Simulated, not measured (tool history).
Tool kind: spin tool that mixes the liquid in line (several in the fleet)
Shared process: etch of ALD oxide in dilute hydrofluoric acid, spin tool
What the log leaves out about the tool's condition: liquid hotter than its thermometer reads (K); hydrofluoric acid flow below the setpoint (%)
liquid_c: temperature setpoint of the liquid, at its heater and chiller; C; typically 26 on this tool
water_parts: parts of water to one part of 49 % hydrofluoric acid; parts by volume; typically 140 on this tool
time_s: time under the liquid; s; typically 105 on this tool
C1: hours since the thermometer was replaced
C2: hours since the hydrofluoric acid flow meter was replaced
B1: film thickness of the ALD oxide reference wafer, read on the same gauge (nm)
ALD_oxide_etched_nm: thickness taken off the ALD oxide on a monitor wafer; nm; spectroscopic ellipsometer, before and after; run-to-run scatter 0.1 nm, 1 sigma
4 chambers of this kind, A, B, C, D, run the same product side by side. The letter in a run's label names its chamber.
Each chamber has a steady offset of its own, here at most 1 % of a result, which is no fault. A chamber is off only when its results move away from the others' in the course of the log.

run 1D hour=5.8 | liquid_c=26 water_parts=140 time_s=105 | C1=362.2 C2=630 | B1=150.01 | ALD_oxide_etched_nm=14.279
run 2C hour=9.4 | liquid_c=26 water_parts=140 time_s=105 | C1=739.3 C2=215.8 | B1=149.99 | ALD_oxide_etched_nm=14.446
run 3A hour=13.1 | liquid_c=26 water_parts=140 time_s=105 | C1=889.9 C2=105.4 | B1=150.03 | ALD_oxide_etched_nm=14.303
run 4B hour=16.3 | liquid_c=26 water_parts=140 time_s=105 | C1=1955.6 C2=613.7 | B1=149.99 | ALD_oxide_etched_nm=14.589
run 5C hour=19.3 | liquid_c=22.5 water_parts=140 time_s=105 | C1=749.2 C2=225.7 | B1=150.04 | ALD_oxide_etched_nm=12.651
run 6D hour=24.8 | liquid_c=22.5 water_parts=140 time_s=105 | C1=381.2 C2=649 | B1=150.03 | ALD_oxide_etched_nm=12.653
run 7B hour=30.7 | liquid_c=22.5 water_parts=140 time_s=105 | C1=1970 C2=628.1 | B1=150.08 | ALD_oxide_etched_nm=12.64
run 8A hour=35.4 | liquid_c=22.5 water_parts=140 time_s=105 | C1=912.2 C2=127.7 | B1=150.01 | ALD_oxide_etched_nm=12.507
run 9B hour=40.8 | liquid_c=26 water_parts=140 time_s=105 | C1=1980.1 C2=638.2 | B1=150.07 | ALD_oxide_etched_nm=14.27
run 10D hour=45.5 | liquid_c=26 water_parts=140 time_s=105 | C1=401.9 C2=669.7 | B1=150.02 | ALD_oxide_etched_nm=14.316
run 11C hour=50 | liquid_c=26 water_parts=140 time_s=105 | C1=779.9 C2=256.4 | B1=150 | ALD_oxide_etched_nm=14.551
run 12A hour=56.1 | liquid_c=26 water_parts=140 time_s=105 | C1=932.9 C2=148.4 | B1=149.95 | ALD_oxide_etched_nm=14.361
-- hour=57.6 chamber B: thermometer replaced
run 13A hour=61.9 | liquid_c=22.5 water_parts=95 time_s=105 | C1=938.7 C2=154.2 | B1=149.98 | ALD_oxide_etched_nm=19.409
run 14D hour=66.8 | liquid_c=22.5 water_parts=95 time_s=105 | C1=423.2 C2=691 | B1=149.99 | ALD_oxide_etched_nm=19.423
run 15C hour=72.9 | liquid_c=22.5 water_parts=95 time_s=105 | C1=802.8 C2=279.3 | B1=150.03 | ALD_oxide_etched_nm=19.636
run 16B hour=78 | liquid_c=22.5 water_parts=95 time_s=105 | C1=20.4 C2=675.4 | B1=149.99 | ALD_oxide_etched_nm=19.479
run 17C hour=83.3 | liquid_c=26 water_parts=140 time_s=105 | C1=813.2 C2=289.7 | B1=149.97 | ALD_oxide_etched_nm=14.583
run 18B hour=87.8 | liquid_c=26 water_parts=140 time_s=105 | C1=30.2 C2=685.2 | B1=149.96 | ALD_oxide_etched_nm=14.297
run 19D hour=94.4 | liquid_c=26 water_parts=140 time_s=105 | C1=450.8 C2=718.6 | B1=149.94 | ALD_oxide_etched_nm=14.292
run 20A hour=100 | liquid_c=30.5 water_parts=140 time_s=105 | C1=976.8 C2=192.3 | B1=150 | ALD_oxide_etched_nm=16.862
run 21D hour=104.1 | liquid_c=30.5 water_parts=140 time_s=105 | C1=460.5 C2=728.3 | B1=150 | ALD_oxide_etched_nm=16.973
run 22B hour=107 | liquid_c=30.5 water_parts=140 time_s=105 | C1=49.4 C2=704.4 | B1=149.98 | ALD_oxide_etched_nm=16.486
run 23A hour=110.9 | liquid_c=30.5 water_parts=140 time_s=105 | C1=987.7 C2=203.2 | B1=149.98 | ALD_oxide_etched_nm=16.653
run 24C hour=116.6 | liquid_c=26 water_parts=140 time_s=105 | C1=846.5 C2=323 | B1=149.99 | ALD_oxide_etched_nm=14.544
run 25A hour=121.1 | liquid_c=26 water_parts=140 time_s=105 | C1=997.9 C2=213.4 | B1=150.03 | ALD_oxide_etched_nm=14.37
run 26B hour=125.1 | liquid_c=26 water_parts=140 time_s=105 | C1=67.5 C2=722.5 | B1=150.03 | ALD_oxide_etched_nm=13.993
run 27C hour=130.8 | liquid_c=26 water_parts=140 time_s=105 | C1=860.7 C2=337.2 | B1=149.97 | ALD_oxide_etched_nm=14.424
run 28D hour=136.6 | liquid_c=26 water_parts=140 time_s=105 | C1=493 C2=760.8 | B1=149.97 | ALD_oxide_etched_nm=14.307
run 29B hour=143.1 | liquid_c=26 water_parts=140 time_s=105 | C1=85.5 C2=740.5 | B1=150.03 | ALD_oxide_etched_nm=14.113
run 30D hour=147.8 | liquid_c=26 water_parts=140 time_s=105 | C1=504.2 C2=772 | B1=150.05 | ALD_oxide_etched_nm=14.414
run 31C hour=154.2 | liquid_c=26 water_parts=140 time_s=105 | C1=884.1 C2=360.6 | B1=150.03 | ALD_oxide_etched_nm=14.499
run 32A hour=158.9 | liquid_c=26 water_parts=140 time_s=105 | C1=1035.7 C2=251.2 | B1=150.02 | ALD_oxide_etched_nm=14.461
run 33C hour=164.8 | liquid_c=26 water_parts=140 time_s=105 | C1=894.7 C2=371.2 | B1=150.01 | ALD_oxide_etched_nm=14.448
run 34D hour=168.9 | liquid_c=26 water_parts=140 time_s=105 | C1=525.3 C2=793.1 | B1=150 | ALD_oxide_etched_nm=14.481
run 35A hour=173.3 | liquid_c=26 water_parts=140 time_s=105 | C1=1050.1 C2=265.6 | B1=149.96 | ALD_oxide_etched_nm=14.398
run 36B hour=178 | liquid_c=26 water_parts=140 time_s=105 | C1=120.4 C2=775.4 | B1=150.01 | ALD_oxide_etched_nm=13.782
run 37D hour=181.1 | liquid_c=26 water_parts=140 time_s=105 | C1=537.5 C2=805.3 | B1=149.98 | ALD_oxide_etched_nm=14.346
run 38A hour=186.3 | liquid_c=26 water_parts=140 time_s=105 | C1=1063.1 C2=278.6 | B1=149.99 | ALD_oxide_etched_nm=14.302
run 39B hour=192.8 | liquid_c=26 water_parts=140 time_s=105 | C1=135.2 C2=790.2 | B1=150.06 | ALD_oxide_etched_nm=13.706
run 40C hour=198.3 | liquid_c=26 water_parts=140 time_s=105 | C1=928.2 C2=404.7 | B1=150 | ALD_oxide_etched_nm=14.494
run 41A hour=203.3 | liquid_c=26 water_parts=140 time_s=105 | C1=1080.1 C2=295.6 | B1=149.95 | ALD_oxide_etched_nm=14.429
run 42C hour=207 | liquid_c=26 water_parts=140 time_s=105 | C1=936.9 C2=413.4 | B1=150.02 | ALD_oxide_etched_nm=14.539
run 43B hour=213.6 | liquid_c=26 water_parts=140 time_s=105 | C1=156 C2=811 | B1=150.01 | ALD_oxide_etched_nm=13.599
run 44D hour=220.2 | liquid_c=26 water_parts=140 time_s=105 | C1=576.6 C2=844.4 | B1=150.03 | ALD_oxide_etched_nm=14.257

Next, every chamber runs the same settings. What will each give?
run 45A hour=225.1 | liquid_c=26 water_parts=140 time_s=105 | ALD_oxide_etched_nm=?
run 45B hour=225.1 | liquid_c=26 water_parts=140 time_s=105 | ALD_oxide_etched_nm=?
run 45C hour=225.1 | liquid_c=26 water_parts=140 time_s=105 | ALD_oxide_etched_nm=?
run 45D hour=225.1 | liquid_c=26 water_parts=140 time_s=105 | ALD_oxide_etched_nm=?

run=45A ALD_oxide_etched_nm=14.13
run=45B ALD_oxide_etched_nm=13.589
run=45C ALD_oxide_etched_nm=14.425
run=45D ALD_oxide_etched_nm=14.345
